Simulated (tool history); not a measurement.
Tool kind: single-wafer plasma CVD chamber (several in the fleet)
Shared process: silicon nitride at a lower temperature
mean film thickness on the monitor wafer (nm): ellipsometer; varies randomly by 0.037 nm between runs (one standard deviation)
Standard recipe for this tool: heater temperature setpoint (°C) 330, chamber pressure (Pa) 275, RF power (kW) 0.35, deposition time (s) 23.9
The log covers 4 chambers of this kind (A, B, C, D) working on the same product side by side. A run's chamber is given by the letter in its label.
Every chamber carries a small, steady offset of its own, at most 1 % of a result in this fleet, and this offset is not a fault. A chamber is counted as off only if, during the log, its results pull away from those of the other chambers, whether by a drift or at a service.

run   hour  heater temperature setpoint (°C)  chamber pressure (Pa)  RF power (kW)  deposition time (s)  read-back reference wafer on the same gauge, thickness_nm  mean film thickness on the monitor wafer (nm)
 1B    5.5                               330                    275           0.35                 23.9                                                     28.003                                         33.347
 2D   10.3                               330                    275           0.35                 23.9                                                     28.009                                         33.826
 3C   15.2                               330                    275           0.35                 23.9                                                     28.006                                         33.537
 4A   20.2                               330                    275           0.35                 23.9                                                     28.006                                          33.76
 5C   26.3                               330                    275           0.35                 23.9                                                      28.02                                         33.505
 6D   32.9                               330                    275           0.35                 23.9                                                     28.013                                         33.846
 7A   38.5                               330                    275           0.35                 23.9                                                     28.014                                         33.698
      39.1  -- chamber A: RF generator calibrated
 8B   43.9                               330                    275           0.35                 23.9                                                     28.017                                         33.282
 9D   48.2                               330                    275           0.35                 23.9                                                     28.026                                         33.849
10A   53.4                               330                    275           0.35                 23.9                                                     28.034                                         33.792
11C   56.6                               330                    275           0.35                 23.9                                                     28.035                                         33.553
12B   59.9                               330                    275           0.35                 23.9                                                     28.032                                         33.457
13B     66                               330                    275           0.35                 23.9                                                     28.034                                         33.472
14C   72.5                               330                    275           0.35                 23.9                                                     28.041                                         33.603
15A   76.5                               330                    275           0.35                 23.9                                                     28.049                                         33.745
16D   80.2                               330                    275           0.35                 23.9                                                     28.048                                         33.808
17D   85.4                               330                    275           0.35                 23.9                                                     28.042                                         33.854
18C   89.6                               330                    275           0.35                 23.9                                                     28.046                                         33.521
19B   94.2                               330                    275           0.35                 23.9                                                      28.04                                         33.397
20A   98.9                               330                    275           0.35                 23.9                                                     28.055                                         33.793
21C    102                               330                    275           0.35                 23.9                                                     28.059                                         33.597
22B  106.7                               330                    275          0.405                 23.9                                                     28.059                                         36.615
23D  113.2                               330                    275          0.405                 23.9                                                     28.064                                         37.085
24A  120.3                               330                    275          0.405                 23.9                                                     28.068                                         37.178
25C  127.3                               330                    275          0.405                 23.9                                                     28.065                                         36.725
26A  132.3                               330                    275           0.35                 23.9                                                     28.066                                         33.926
27D  135.6                               330                    275           0.35                 25.7                                                     28.084                                         36.464
28B  139.2                               330                    275           0.35                 25.7                                                     28.083                                         35.852
29D    143                               330                    275           0.35                 25.7                                                     28.076                                         36.505
30B  147.3                               330                    275           0.35                 25.7                                                     28.077                                          35.97
31C  150.9                               330                    275           0.35                 23.9                                                     28.087                                         33.551
32A  154.6                               330                    275           0.35                 23.9                                                     28.088                                          33.96
33A    160                               330                    275           0.35                 23.9                                                     28.093                                         33.914
34C  167.1                               330                    275           0.35                 23.9                                                       28.1                                         33.756
35B  170.3                               330                    275           0.41                 23.9                                                     28.093                                         37.026
     176.1  -- chamber D: RF generator calibrated
36D  176.7                               330                    275           0.41                 23.9                                                     28.105                                         37.464
37B  181.7                               330                    275           0.41                 23.9                                                     28.101                                         37.075
38A  187.8                               330                    275           0.41                 23.9                                                     28.109                                         37.478
39D  193.4                               330                    275           0.35                 23.9                                                     28.103                                          33.96
40C  199.6                               330                    275           0.35                 23.9                                                     28.101                                         33.652
     201.3  -- chamber C: thermocouple changed; heater temperature recalibrated
41D  204.7                               330                    275           0.35                 23.9                                                      28.11                                         34.014
42A  208.4                               330                    275           0.35                 23.9                                                     28.123                                         33.968
43B  214.4                               330                    275           0.41                 23.9                                                     28.123                                         36.927
44C  218.3                               330                    275           0.41                 23.9                                                     28.121                                          37.06

Has any chamber moved away from the others, gradually or after a service, or does the common gauge drift, or do the chambers differ only by their own small steady offsets? State the chamber and the most likely cause if one applies.

It is the gauge, not a chamber: its drift shows up in every chamber's results at once, and no chamber is off.
Cause: gauge reads high (%) = 0.451.
